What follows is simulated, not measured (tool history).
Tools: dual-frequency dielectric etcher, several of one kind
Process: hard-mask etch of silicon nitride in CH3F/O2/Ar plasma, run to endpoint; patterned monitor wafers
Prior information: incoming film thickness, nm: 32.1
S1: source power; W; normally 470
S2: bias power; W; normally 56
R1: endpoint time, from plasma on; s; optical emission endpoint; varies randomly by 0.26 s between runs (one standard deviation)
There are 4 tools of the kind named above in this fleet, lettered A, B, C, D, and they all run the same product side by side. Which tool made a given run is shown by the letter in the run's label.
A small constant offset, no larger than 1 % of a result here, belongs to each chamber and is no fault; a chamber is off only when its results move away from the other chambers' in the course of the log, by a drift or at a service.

| run | hour | S1 | S2 | R1 |
|---|---|---|---|---|
| 1D | 10.9 | 470 | 56 | 48.164 |
| 2A | 24.4 | 470 | 56 | 47.554 |
| 3C | 33.6 | 470 | 56 | 47.367 |
| 4B | 46.6 | 470 | 56 | 47.877 |
| 5D | 52.9 | 470 | 56 | 47.827 |
| 6C | 60.7 | 370 | 56 | 52.517 |
| 7B | 71 | 370 | 56 | 52.223 |
| 8A | 80.9 | 370 | 56 | 52.153 |
| 9D | 91.7 | 370 | 56 | 52.307 |
| 10C | 101.8 | 380 | 56 | 52.358 |
| 11B | 108.1 | 380 | 56 | 52.011 |
| 12A | 115.9 | 380 | 56 | 51.701 |
| 13C | 129.4 | 380 | 56 | 52.718 |
| 14A | 137.3 | 470 | 56 | 47.431 |
| 15B | 147.5 | 470 | 56 | 47.435 |
| 16D | 158.4 | 470 | 56 | 47.567 |
|  | 167.1 | chamber B: wet clean of the chamber |
| 17D | 168.7 | 470 | 56 | 47.873 |
| 18C | 178.6 | 470 | 56 | 48.776 |
| 19B | 186.3 | 470 | 48 | 49.965 |
| 20A | 199.2 | 470 | 48 | 50.411 |
| 21C | 209.8 | 470 | 48 | 51.591 |
| 22A | 216.4 | 470 | 48 | 50.447 |
| 23B | 222.3 | 470 | 56 | 47.448 |
|  | 227.8 | chamber A: bias power generator calibrated |
| 24D | 232.4 | 470 | 56 | 48.194 |
| 25C | 241.1 | 470 | 56 | 49.225 |
| 26B | 252.5 | 470 | 56 | 47.649 |
| 27A | 260.3 | 470 | 56 | 47.987 |
| 28D | 273.4 | 510 | 56 | 46.274 |
| 29A | 279.7 | 510 | 56 | 46.42 |
| 30C | 286 | 510 | 56 | 48.055 |
| 31B | 297.6 | 510 | 56 | 45.667 |

Has any chamber moved away from the others, gradually or after a service, or does the common gauge drift, or do the chambers differ only by their own small steady offsets? State the chamber and the most likely cause if one applies.

Little by little, chamber C moves away from the other chambers.
What lies behind it: etch rate under this chamber's usual, % = 4.32.

Chamber C could run next with any of the 4 candidate recipes listed below; each alters the usual settings, and their results appear as question marks. Which one brings its results back in line with what the other chambers deliver on the usual settings?
A result is in line if it is within this distance of the other chambers' mean on the usual settings: R1 0.92 s
| 32C-1 | 307.3 | 470 | 42 | ? |
| 32C-2 | 307.3 | 470 | 48 | ? |
| 32C-3 | 307.3 | 500 | 59 | ? |
| 32C-4 | 307.3 | 530 | 62 | ? |

Usual-settings mean across the other chambers: R1 47.686 s
| run | R1 |
|---|---|
| 32C-1 | 54.598 |
| 32C-2 | 52.42 |
| 32C-3 | 47.922 |
| 32C-4 | 46.104 |
With 32C-3, the chamber falls back in line with the rest.
